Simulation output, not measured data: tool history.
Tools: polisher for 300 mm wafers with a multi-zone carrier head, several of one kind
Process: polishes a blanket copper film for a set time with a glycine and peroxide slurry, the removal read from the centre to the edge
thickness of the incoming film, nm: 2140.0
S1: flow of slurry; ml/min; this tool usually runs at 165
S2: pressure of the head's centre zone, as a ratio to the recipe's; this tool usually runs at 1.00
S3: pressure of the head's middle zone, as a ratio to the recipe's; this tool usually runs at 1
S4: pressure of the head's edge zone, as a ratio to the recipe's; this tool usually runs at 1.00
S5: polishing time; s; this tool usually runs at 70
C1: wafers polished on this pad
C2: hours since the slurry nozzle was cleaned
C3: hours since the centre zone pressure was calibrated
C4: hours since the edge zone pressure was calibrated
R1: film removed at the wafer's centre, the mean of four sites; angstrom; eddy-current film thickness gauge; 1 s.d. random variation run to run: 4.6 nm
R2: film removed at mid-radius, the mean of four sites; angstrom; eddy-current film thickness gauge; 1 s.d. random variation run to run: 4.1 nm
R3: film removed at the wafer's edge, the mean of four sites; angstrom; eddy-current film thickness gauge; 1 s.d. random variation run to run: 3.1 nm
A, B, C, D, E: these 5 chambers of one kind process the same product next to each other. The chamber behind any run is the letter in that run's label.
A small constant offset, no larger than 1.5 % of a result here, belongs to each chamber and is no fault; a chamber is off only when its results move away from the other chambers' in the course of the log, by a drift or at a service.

run,hour,S1,S2,S3,S4,S5,C1,C2,C3,C4,R1,R2,R3
# hour 10.4: chamber E: worn pad replaced by a new one
1B,11.3,165,1.00,1,1.00,70,290,61.4,20.7,182.5,3289.7,3483.1,3321.7
2A,17.9,165,1.00,1,1.00,70,220,168.9,129.4,1042.6,3371.1,3418.2,3382.8
3C,28.4,165,1.00,1,1.00,70,942,528.7,77.4,76.5,3382.0,3382.9,3323.3
4E,35.5,165,1.00,1,1.00,70,253,120.2,208.7,582.2,3298.2,3350.0,3327.6
5D,47.4,165,1.00,1,1.00,70,484,204.6,343.9,221.8,3405.6,3430.8,3340.8
# hour 55.1: chamber A: worn pad replaced by a new one
6B,56.8,165,1.00,1,1.00,70,747,106.9,66.2,228.0,3379.2,3444.5,3380.2
# hour 65.7: chamber D: worn pad replaced by a new one
7E,67.3,165,1.00,1,1.00,70,572,152.0,240.5,614.0,3480.5,3395.5,3349.0
8A,72.7,165,1.00,1,1.00,70,177,223.7,184.2,1097.4,3347.6,3349.0,3326.4
# hour 77.1: chamber C: worn pad replaced by a new one
9D,79.5,130,1.00,1,1.00,70,139,236.7,376.0,253.9,3235.2,3225.0,3270.9
10C,89.4,130,1.00,1,1.00,70,123,589.7,138.4,137.5,3187.5,3174.3,3240.0
11B,96.8,130,1.00,1,1.00,70,1149,146.9,106.2,268.0,3167.3,3308.9,3215.3
# hour 103.2: chamber B: worn pad replaced by a new one
12A,105.8,130,1.00,1,1.00,70,509,256.8,217.3,1130.5,3256.9,3267.8,3183.1
# hour 108.4: chamber E: worn pad replaced by a new one
13C,115.9,130,1.00,1,1.00,70,390,616.2,164.9,164.0,3227.4,3115.2,3269.3
# hour 121.2: chamber D: worn pad replaced by a new one
14D,121.7,125,1.00,1,1.00,57,5,278.9,418.2,296.1,2642.1,2594.1,2648.4
# hour 126.2: chamber A: worn pad replaced by a new one
15E,132.2,125,1.00,1,1.00,57,239,216.9,305.4,678.9,2541.5,2569.1,2576.1
16E,141.6,125,1.00,1,1.00,57,333,226.3,314.8,688.3,2517.8,2588.1,2640.8
17C,152.1,125,1.00,1,1.00,57,753,652.4,201.1,200.2,2530.7,2572.0,2629.3
18B,158.6,125,1.00,1,1.00,57,556,208.7,168.0,329.8,2537.1,2684.0,2602.3
# hour 166.4: chamber A: edge zone pressure recalibrated
19D,167.6,165,1.00,1,1.00,70,466,324.8,464.1,342.0,3454.3,3306.7,3380.4
20A,173.0,165,1.00,1,1.00,70,471,324.0,284.5,6.7,3438.9,3315.6,3364.5
21D,179.6,165,1.00,1,1.00,70,587,336.8,476.1,354.0,3431.4,3377.6,3364.8
# hour 181.2: chamber D: worn pad replaced by a new one
# hour 181.8: chamber A: worn pad replaced by a new one
22B,188.1,165,1.00,1,1.00,70,853,238.2,197.5,359.3,3239.0,3365.7,3316.9
# hour 195.7: chamber C: worn pad replaced by a new one
23E,198.8,165,1.00,1,1.00,70,908,283.5,372.0,745.5,3143.7,3365.7,3365.6
24C,205.2,165,1.00,1,1.00,70,96,705.5,254.2,253.3,3360.2,3256.4,3387.5
# hour 212.0: chamber B: worn pad replaced by a new one
25A,215.1,165,1.00,1,1.00,70,334,366.1,326.6,48.8,3410.6,3368.0,3386.1
# hour 218.9: chamber E: worn pad replaced by a new one
26B,222.2,165,1.00,1,1.00,70,103,272.3,231.6,393.4,3332.1,3397.6,3368.5
27A,230.0,165,0.92,1,1.00,70,484,381.0,341.5,63.7,3076.3,3365.8,3399.0
# hour 237.7: chamber D: worn pad replaced by a new one
# hour 241.4: chamber A: worn pad replaced by a new one
28D,242.2,165,0.92,1,1.00,70,45,399.4,538.7,416.6,3058.0,3388.1,3421.6
29E,250.6,165,0.92,1,1.00,70,319,335.3,423.8,797.3,2911.0,3386.9,3369.9
30C,261.0,165,0.92,1,1.00,70,656,761.3,310.0,309.1,3087.9,3319.0,3380.3
# hour 265.6: chamber B: slurry nozzle cleaned
# hour 270.2: chamber C: slurry nozzle cleaned
31E,272.5,165,0.92,1,1.00,70,539,357.2,445.7,819.2,2823.2,3324.5,3396.1
32D,284.0,165,1.00,1,0.89,81,465,441.2,580.5,458.4,3979.6,3779.2,3628.4
33B,295.7,165,1.00,1,0.89,81,841,30.1,305.1,466.9,3933.7,3910.0,3657.5
34C,305.4,165,1.00,1,0.89,81,1102,35.3,354.4,353.5,3913.9,3889.3,3673.8
# hour 307.2: chamber D: worn pad replaced by a new one
# hour 307.8: chamber A: worn pad replaced by a new one
35A,311.7,165,1.00,1,0.89,81,39,462.7,423.2,145.4,3815.0,3932.0,3698.5
36D,321.8,165,1.00,1,0.89,81,147,479.0,618.3,496.2,4005.6,3870.5,3689.4

Predict what each chamber gives when all 5 of them run the settings below next.
37A,330.7,165,1.00,1,1.00,70,,,,,?,?,?
37B,330.7,165,1.00,1,1.00,70,,,,,?,?,?
37C,330.7,165,1.00,1,1.00,70,,,,,?,?,?
37D,330.7,165,1.00,1,1.00,70,,,,,?,?,?
37E,330.7,165,1.00,1,1.00,70,,,,,?,?,?

run,R1,R2,R3
37A,3414.8,3376.3,3392.2
37B,3348.1,3391.7,3373.4
37C,3347.3,3308.2,3406.1
37D,3451.1,3292.7,3337.0
37E,2981.8,3360.0,3369.7
